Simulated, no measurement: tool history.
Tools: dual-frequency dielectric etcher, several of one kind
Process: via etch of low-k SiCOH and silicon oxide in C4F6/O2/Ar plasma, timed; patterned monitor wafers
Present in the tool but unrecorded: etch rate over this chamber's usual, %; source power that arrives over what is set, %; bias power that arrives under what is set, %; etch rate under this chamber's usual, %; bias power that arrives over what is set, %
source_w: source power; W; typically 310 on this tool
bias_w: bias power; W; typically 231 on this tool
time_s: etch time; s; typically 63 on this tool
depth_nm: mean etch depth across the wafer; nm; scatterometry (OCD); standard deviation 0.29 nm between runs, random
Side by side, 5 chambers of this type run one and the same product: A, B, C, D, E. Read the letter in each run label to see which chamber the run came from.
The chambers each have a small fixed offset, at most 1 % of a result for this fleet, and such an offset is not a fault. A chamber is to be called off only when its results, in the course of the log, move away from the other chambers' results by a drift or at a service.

| run | hour | source_w | bias_w | time_s | hours since the last wet clean | hours since the last source power generator calibration | hours since the last bias power generator calibration | read-back reference wafer on the same gauge, depth_nm | depth_nm |
|---|---|---|---|---|---|---|---|---|---|
| 1C | 7.3 | 310 | 231 | 63 | 309.1 | 3201.2 | 3056.7 | 139.06 | 174.07 |
| 2B | 15.5 | 310 | 231 | 63 | 436.9 | 1564 | 2722 | 139.04 | 173.2 |
| 3D | 26.3 | 310 | 231 | 63 | 195.3 | 1277.9 | 1664.1 | 139.18 | 175.02 |
| 4E | 36 | 310 | 231 | 63 | 134 | 272.5 | 5050.8 | 139.14 | 173.38 |
| 5A | 45.5 | 310 | 231 | 63 | 89.6 | 248.2 | 2566.6 | 139.17 | 174.73 |
| 6B | 52 | 310 | 231 | 63 | 473.4 | 1600.5 | 2758.5 | 139.19 | 173.11 |
| 7D | 58.1 | 280 | 231 | 63 | 227.1 | 1309.7 | 1695.9 | 139.23 | 167.98 |
|  | 61.5 | chamber B: wet clean of the chamber |
| 8A | 68.7 | 280 | 231 | 63 | 112.8 | 271.4 | 2589.8 | 139.26 | 168.38 |
| 9E | 78.6 | 280 | 231 | 63 | 176.6 | 315.1 | 5093.4 | 139.28 | 166.39 |
| 10C | 86.8 | 280 | 231 | 63 | 388.6 | 3280.7 | 3136.2 | 139.37 | 168.34 |
| 11A | 96 | 280 | 231 | 63 | 140.1 | 298.7 | 2617.1 | 139.34 | 168.59 |
| 12E | 103.3 | 310 | 231 | 63 | 201.3 | 339.8 | 5118.1 | 139.36 | 172.77 |
| 13C | 111.2 | 310 | 231 | 63 | 413 | 3305.1 | 3160.6 | 139.39 | 174.8 |
| 14D | 120.5 | 310 | 231 | 63 | 289.5 | 1372.1 | 1758.3 | 139.36 | 175.39 |
| 15B | 126.2 | 310 | 231 | 63 | 64.7 | 1674.7 | 2832.7 | 139.48 | 173.3 |
| 16A | 131.2 | 310 | 231 | 63 | 175.3 | 333.9 | 2652.3 | 139.56 | 175.41 |
| 17B | 136.7 | 310 | 231 | 63 | 75.2 | 1685.2 | 2843.2 | 139.45 | 173.69 |
| 18D | 147.4 | 310 | 231 | 63 | 316.4 | 1399 | 1785.2 | 139.55 | 174.85 |
| 19C | 152.8 | 310 | 231 | 63 | 454.6 | 3346.7 | 3202.2 | 139.54 | 175.32 |
|  | 155.4 | chamber C: wet clean of the chamber |
| 20E | 160.2 | 310 | 231 | 63 | 258.2 | 396.7 | 5175 | 139.58 | 173.65 |
| 21D | 167.8 | 310 | 231 | 63 | 336.8 | 1419.4 | 1805.6 | 139.64 | 175.82 |
| 22C | 173.9 | 310 | 231 | 63 | 18.6 | 3367.8 | 3223.3 | 139.61 | 175.18 |
| 23A | 181.7 | 360 | 178 | 63 | 225.8 | 384.4 | 2702.8 | 139.64 | 171.04 |
| 24B | 186.8 | 360 | 178 | 63 | 125.3 | 1735.3 | 2893.3 | 139.68 | 168.81 |
| 25E | 197.8 | 360 | 178 | 63 | 295.8 | 434.3 | 5212.6 | 139.72 | 168.81 |
| 26A | 204.9 | 360 | 178 | 63 | 249 | 407.6 | 2726 | 139.73 | 171.03 |
|  | 211.1 | chamber D: wet clean of the chamber |
| 27B | 213.6 | 360 | 178 | 63 | 152.1 | 1762.1 | 2920.1 | 139.79 | 168.98 |
| 28D | 218.6 | 310 | 277 | 76.5 | 7.6 | 1470.2 | 1856.4 | 139.83 | 226.8 |
| 29E | 226 | 310 | 277 | 76.5 | 324 | 462.5 | 5240.8 | 139.78 | 224.77 |
| 30C | 236.5 | 310 | 277 | 76.5 | 81.2 | 3430.4 | 3285.9 | 139.83 | 226.6 |
| 31C | 244.8 | 310 | 277 | 76.5 | 89.5 | 3438.7 | 3294.2 | 139.89 | 227.17 |
| 32E | 252.5 | 310 | 277 | 76.5 | 350.5 | 489 | 5267.3 | 139.99 | 225.28 |

Next, every chamber runs the same settings. What will each give?
| 33A | 260.6 | 310 | 180 | 63 |  |  |  |  | ? |
| 33B | 260.6 | 310 | 180 | 63 |  |  |  |  | ? |
| 33C | 260.6 | 310 | 180 | 63 |  |  |  |  | ? |
| 33D | 260.6 | 310 | 180 | 63 |  |  |  |  | ? |
| 33E | 260.6 | 310 | 180 | 63 |  |  |  |  | ? |

| run | depth_nm |
|---|---|
| 33A | 161.59 |
| 33B | 159.86 |
| 33C | 161.51 |
| 33D | 161.69 |
| 33E | 159.75 |
